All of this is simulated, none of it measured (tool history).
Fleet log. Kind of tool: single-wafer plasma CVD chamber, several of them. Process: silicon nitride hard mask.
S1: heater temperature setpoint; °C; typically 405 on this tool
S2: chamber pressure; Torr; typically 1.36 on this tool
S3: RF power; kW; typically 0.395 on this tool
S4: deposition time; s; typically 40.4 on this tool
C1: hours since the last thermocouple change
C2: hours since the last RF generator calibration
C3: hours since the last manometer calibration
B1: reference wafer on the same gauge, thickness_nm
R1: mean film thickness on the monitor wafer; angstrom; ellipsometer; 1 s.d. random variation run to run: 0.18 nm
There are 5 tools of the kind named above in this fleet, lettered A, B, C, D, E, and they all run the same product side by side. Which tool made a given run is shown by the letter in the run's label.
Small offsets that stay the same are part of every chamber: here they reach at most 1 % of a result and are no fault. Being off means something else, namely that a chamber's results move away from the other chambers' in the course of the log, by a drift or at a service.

run,hour,S1,S2,S3,S4,C1,C2,C3,B1,R1
1A,3.0,405,1.36,0.395,40.4,2407.0,1388.8,1941.3,44.210,530.13
2D,6.2,405,1.36,0.395,40.4,991.7,599.3,932.1,44.235,527.53
3E,9.3,405,1.36,0.395,40.4,1727.2,181.3,2476.8,44.198,528.58
4B,13.4,405,1.36,0.395,40.4,521.8,1115.1,348.1,44.165,527.54
5C,15.8,405,1.36,0.340,35.1,941.9,378.2,952.7,44.230,411.68
6B,18.6,405,1.36,0.340,35.1,527.0,1120.3,353.3,44.189,416.16
7C,20.8,405,1.36,0.340,35.1,946.9,383.2,957.7,44.155,414.35
8D,23.1,405,1.36,0.340,35.1,1008.6,616.2,949.0,44.181,418.56
9E,25.6,405,1.36,0.340,35.1,1743.5,197.6,2493.1,44.228,417.68
10A,29.1,405,1.36,0.395,40.4,2433.1,1414.9,1967.4,44.202,527.17
11A,31.9,405,1.36,0.395,40.4,2435.9,1417.7,1970.2,44.189,525.74
12E,35.1,405,1.36,0.395,40.4,1753.0,207.1,2502.6,44.203,527.15
13B,38.4,405,1.36,0.395,40.4,546.8,1140.1,373.1,44.197,525.30
# hour 40.2: chamber A: thermocouple changed; heater temperature recalibrated
14C,42.0,405,1.36,0.395,40.4,968.1,404.4,978.9,44.178,523.37
15D,44.3,405,1.36,0.395,40.4,1029.8,637.4,970.2,44.188,531.26
16C,47.3,405,1.03,0.345,40.4,973.4,409.7,984.2,44.197,441.48
17D,49.4,405,1.03,0.345,40.4,1034.9,642.5,975.3,44.198,444.06
18A,53.5,405,1.03,0.345,40.4,13.4,1439.3,1991.8,44.206,440.98
19B,55.6,405,1.03,0.345,40.4,564.0,1157.3,390.3,44.220,439.32
20E,58.1,405,1.03,0.345,40.4,1776.0,230.1,2525.6,44.166,445.50
21A,61.4,405,1.36,0.395,40.4,21.3,1447.2,1999.7,44.211,524.18
22C,64.2,405,1.36,0.395,40.4,990.3,426.6,1001.1,44.168,526.74
23D,68.2,405,1.36,0.395,40.4,1053.7,661.3,994.1,44.203,529.86
24B,71.6,405,1.36,0.395,40.4,580.0,1173.3,406.3,44.243,527.23
25E,75.1,405,1.23,0.395,46.5,1793.0,247.1,2542.6,44.210,587.96
26B,79.0,405,1.23,0.395,46.5,587.4,1180.7,413.7,44.191,585.57
27D,82.4,405,1.23,0.395,46.5,1067.9,675.5,1008.3,44.243,587.39
# hour 83.3: chamber E: capacitance manometer re-zeroed and calibrated
28C,85.9,405,1.23,0.395,46.5,1012.0,448.3,1022.8,44.204,584.15
# hour 87.5: chamber D: thermocouple changed; heater temperature recalibrated
29E,90.4,405,1.23,0.395,46.5,1808.3,262.4,7.2,44.205,594.08
30A,92.7,405,1.36,0.395,40.4,52.6,1478.5,2031.0,44.154,516.76
31D,96.3,405,1.36,0.395,40.4,8.9,689.4,1022.2,44.202,526.89
32B,99.6,405,1.36,0.395,40.4,608.0,1201.3,434.3,44.166,525.72
33E,101.6,405,1.36,0.395,40.4,1819.5,273.6,18.4,44.218,527.31
34A,105.5,405,1.36,0.395,40.4,65.4,1491.3,2043.8,44.216,516.46
35C,108.9,405,1.36,0.395,40.4,1035.0,471.3,1045.8,44.159,522.72
36B,111.4,405,1.36,0.395,40.4,619.8,1213.1,446.1,44.215,525.08
37A,115.4,405,1.60,0.355,40.4,75.3,1501.2,2053.7,44.225,502.38
38C,118.0,405,1.60,0.355,40.4,1044.1,480.4,1054.9,44.205,515.42
39D,121.4,405,1.60,0.355,40.4,34.0,714.5,1047.3,44.202,519.25

Has any chamber moved away from the others, gradually or after a service, or does the common gauge drift, or do the chambers differ only by their own small steady offsets? State the chamber and the most likely cause if one applies.

Chamber A drifts away from the others.
What lies behind it: delivered RF power below the setpoint (%) = 5.71.

Below are 4 candidate recipes for chamber A's next run, each the usual settings with a change, their results shown as question marks. Which of them brings A's results back in line with what the other chambers give on the usual settings?
Maximum distance from the other chambers' mean on the usual settings for a result to count as in line: R1 6.40 angstrom
40A-1,124.7,405,1.35,0.390,39.6,,,,,?
40A-2,124.7,405,1.36,0.395,40.1,,,,,?
40A-3,124.7,405,1.36,0.395,41.7,,,,,?
40A-4,124.7,405,1.36,0.395,40.7,,,,,?

The mean the other chambers reach with the usual settings: R1 526.60 angstrom
run,R1
40A-1,495.03
40A-2,506.50
40A-3,526.66
40A-4,514.06
With 40A-3, the chamber falls back in line with the rest.

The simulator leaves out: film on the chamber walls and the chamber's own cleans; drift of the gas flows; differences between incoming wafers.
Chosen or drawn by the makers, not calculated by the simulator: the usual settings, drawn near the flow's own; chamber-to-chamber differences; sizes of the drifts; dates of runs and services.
